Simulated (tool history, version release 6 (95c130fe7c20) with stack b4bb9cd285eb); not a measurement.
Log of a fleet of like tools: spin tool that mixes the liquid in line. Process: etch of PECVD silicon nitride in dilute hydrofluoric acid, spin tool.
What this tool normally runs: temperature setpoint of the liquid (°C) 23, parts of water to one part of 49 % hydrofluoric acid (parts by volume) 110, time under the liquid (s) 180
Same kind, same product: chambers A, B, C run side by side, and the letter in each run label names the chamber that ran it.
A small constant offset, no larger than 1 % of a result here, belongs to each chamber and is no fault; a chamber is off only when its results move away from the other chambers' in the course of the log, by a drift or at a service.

run,hour,temperature setpoint of the liquid (°C),parts of water to one part of 49 % hydrofluoric acid (parts by volume),time under the liquid (s),"read-back film thickness of the PECVD silicon nitride reference wafer, read on the same gauge (nm)",thickness taken off the PECVD silicon nitride on a monitor wafer (angstrom)
1B,5.8,23,110,180,110.02,50.370
2C,12.9,23,110,180,110.00,49.174
3A,18.6,23,110,180,109.98,49.811
4B,26.7,23,110,180,110.03,50.309
5A,34.3,23,80,180,109.96,68.590
6C,42.9,23,80,180,110.02,68.316
7A,49.0,23,80,180,110.06,68.131
8B,56.6,23,110,180,109.97,50.616
9C,61.9,23,110,180,110.00,49.967
10C,70.1,23,110,180,110.00,48.964
11B,79.5,23,110,180,110.01,50.909
# hour 86.1: chamber B: hydrofluoric acid flow meter replaced
12A,89.1,23,155,90,109.99,17.925
13A,94.0,23,155,90,110.01,17.998
14C,102.8,23,155,90,109.98,17.865
15B,111.4,23,110,180,110.02,49.639
16B,118.2,27,110,115,110.02,42.136
17C,125.9,27,110,115,110.01,42.493
# hour 129.9: chamber B: thermometer replaced
18A,132.9,27,110,115,110.02,41.645
19A,140.9,23,110,180,110.00,50.305
20C,149.6,23,110,180,109.97,52.255
21B,158.4,23,110,180,109.98,49.952
22C,168.6,23,110,180,110.03,53.500
23A,174.3,23,110,180,109.97,50.220
24B,184.0,23,110,180,109.99,50.274
25C,192.4,23,110,180,109.98,53.944
26A,197.9,23,110,180,110.03,50.130
27B,204.3,23,110,180,110.00,50.502
28B,211.7,23,60,85,110.00,42.986

Does one chamber stand apart from the rest, does the shared gauge drift, or is all well apart from small per-chamber offsets? Give the chamber and the most likely cause, where there is one.

One chamber, C, drifts off from the rest bit by bit.
Most likely cause: hydrofluoric acid flow above the setpoint (%) = 10.7.
It could be hard to tell apart here from: liquid hotter than its thermometer reads (K).

Which of the 4 candidates below, each the usual settings with something changed and its results left as question marks, puts chamber C back in line with what the other chambers give on the usual settings?
A result is in line if it is within this distance of the other chambers' mean on the usual settings: thickness taken off the PECVD silicon nitride on a monitor wafer (angstrom) 1.200
29C-1,219.2,22.5,110,180,,?
29C-2,219.2,23.0,110,195,,?
29C-3,219.2,23.0,110,185,,?
29C-4,219.2,23.0,110,165,,?

The mean the other chambers reach with the usual settings: thickness taken off the PECVD silicon nitride on a monitor wafer (angstrom) 50.301
run,thickness taken off the PECVD silicon nitride on a monitor wafer (angstrom)
29C-1,53.293
29C-2,59.650
29C-3,56.591
29C-4,50.473
29C-4 puts the chamber back in line with the other chambers.
